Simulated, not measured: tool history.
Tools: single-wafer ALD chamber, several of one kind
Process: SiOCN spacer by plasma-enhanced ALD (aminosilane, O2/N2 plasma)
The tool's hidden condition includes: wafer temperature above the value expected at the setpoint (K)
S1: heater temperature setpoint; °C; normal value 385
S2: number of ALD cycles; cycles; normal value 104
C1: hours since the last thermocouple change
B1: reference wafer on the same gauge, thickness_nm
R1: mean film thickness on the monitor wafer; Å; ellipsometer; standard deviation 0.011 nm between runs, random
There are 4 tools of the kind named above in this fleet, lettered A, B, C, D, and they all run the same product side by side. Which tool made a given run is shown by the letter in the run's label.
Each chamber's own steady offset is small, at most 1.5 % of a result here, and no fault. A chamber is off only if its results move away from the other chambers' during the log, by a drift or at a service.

run 1B hour=3.7 | S1=385 S2=104 | C1=1168.5 | B1=5.9869 | R1=63.541
run 2A hour=7.9 | S1=385 S2=104 | C1=267.0 | B1=5.9894 | R1=62.473
-- hour=8.2 chamber B: thermocouple changed; heater temperature recalibrated
run 3C hour=12.3 | S1=385 S2=104 | C1=968.6 | B1=5.9877 | R1=62.987
run 4D hour=17.0 | S1=385 S2=104 | C1=139.2 | B1=5.9862 | R1=62.426
run 5A hour=22.7 | S1=385 S2=104 | C1=281.8 | B1=5.9857 | R1=62.551
run 6B hour=26.7 | S1=385 S2=104 | C1=18.6 | B1=5.9857 | R1=63.460
run 7C hour=33.2 | S1=385 S2=104 | C1=989.5 | B1=5.9813 | R1=62.931
run 8D hour=39.0 | S1=385 S2=104 | C1=161.2 | B1=5.9820 | R1=62.156
run 9C hour=43.4 | S1=385 S2=104 | C1=999.7 | B1=5.9802 | R1=62.781
run 10D hour=46.7 | S1=385 S2=104 | C1=168.9 | B1=5.9798 | R1=62.241
run 11B hour=52.8 | S1=385 S2=104 | C1=44.7 | B1=5.9779 | R1=63.365
run 12A hour=58.6 | S1=385 S2=104 | C1=317.7 | B1=5.9771 | R1=62.231
run 13B hour=64.3 | S1=385 S2=104 | C1=56.2 | B1=5.9743 | R1=63.320
run 14D hour=70.7 | S1=385 S2=104 | C1=192.9 | B1=5.9758 | R1=62.293
run 15C hour=75.7 | S1=385 S2=104 | C1=1032.0 | B1=5.9717 | R1=62.828
run 16A hour=78.7 | S1=385 S2=104 | C1=337.8 | B1=5.9719 | R1=62.146
run 17B hour=84.4 | S1=385 S2=104 | C1=76.3 | B1=5.9721 | R1=63.288
run 18D hour=88.7 | S1=385 S2=104 | C1=210.9 | B1=5.9694 | R1=62.108
run 19A hour=92.3 | S1=385 S2=104 | C1=351.4 | B1=5.9712 | R1=62.014
run 20C hour=96.8 | S1=385 S2=104 | C1=1053.1 | B1=5.9671 | R1=62.753
run 21D hour=102.7 | S1=385 S2=104 | C1=224.9 | B1=5.9672 | R1=62.224
run 22B hour=106.4 | S1=385 S2=104 | C1=98.3 | B1=5.9667 | R1=63.218
run 23A hour=111.5 | S1=385 S2=104 | C1=370.6 | B1=5.9658 | R1=62.198
run 24C hour=116.0 | S1=385 S2=104 | C1=1072.3 | B1=5.9618 | R1=62.903
run 25A hour=119.5 | S1=385 S2=104 | C1=378.6 | B1=5.9624 | R1=62.239
run 26D hour=123.7 | S1=375 S2=89 | C1=245.9 | B1=5.9627 | R1=53.071
run 27B hour=128.0 | S1=375 S2=89 | C1=119.9 | B1=5.9633 | R1=54.014
run 28C hour=132.9 | S1=375 S2=89 | C1=1089.2 | B1=5.9605 | R1=53.466
run 29B hour=138.8 | S1=375 S2=89 | C1=130.7 | B1=5.9588 | R1=54.112
run 30C hour=142.5 | S1=385 S2=104 | C1=1098.8 | B1=5.9587 | R1=62.684
run 31D hour=145.5 | S1=385 S2=104 | C1=267.7 | B1=5.9567 | R1=62.046
run 32A hour=149.3 | S1=385 S2=104 | C1=408.4 | B1=5.9584 | R1=61.993
run 33D hour=153.0 | S1=385 S2=104 | C1=275.2 | B1=5.9554 | R1=61.933
run 34B hour=156.6 | S1=385 S2=104 | C1=148.5 | B1=5.9582 | R1=63.276
run 35A hour=160.5 | S1=385 S2=104 | C1=419.6 | B1=5.9555 | R1=62.170
run 36C hour=167.0 | S1=385 S2=104 | C1=1123.3 | B1=5.9529 | R1=62.659
run 37D hour=173.5 | S1=385 S2=104 | C1=295.7 | B1=5.9523 | R1=61.968
run 38A hour=179.9 | S1=385 S2=104 | C1=439.0 | B1=5.9511 | R1=62.036

One chamber off, gauge drift, or nothing amiss beyond the chambers' own small offsets? If it is a chamber, which one, and what is the likeliest cause?

Every chamber seems to shift together because the gauge that measures them all drifts; the chambers themselves are fine.
What lies behind it: gauge reads low (%) = 0.696.
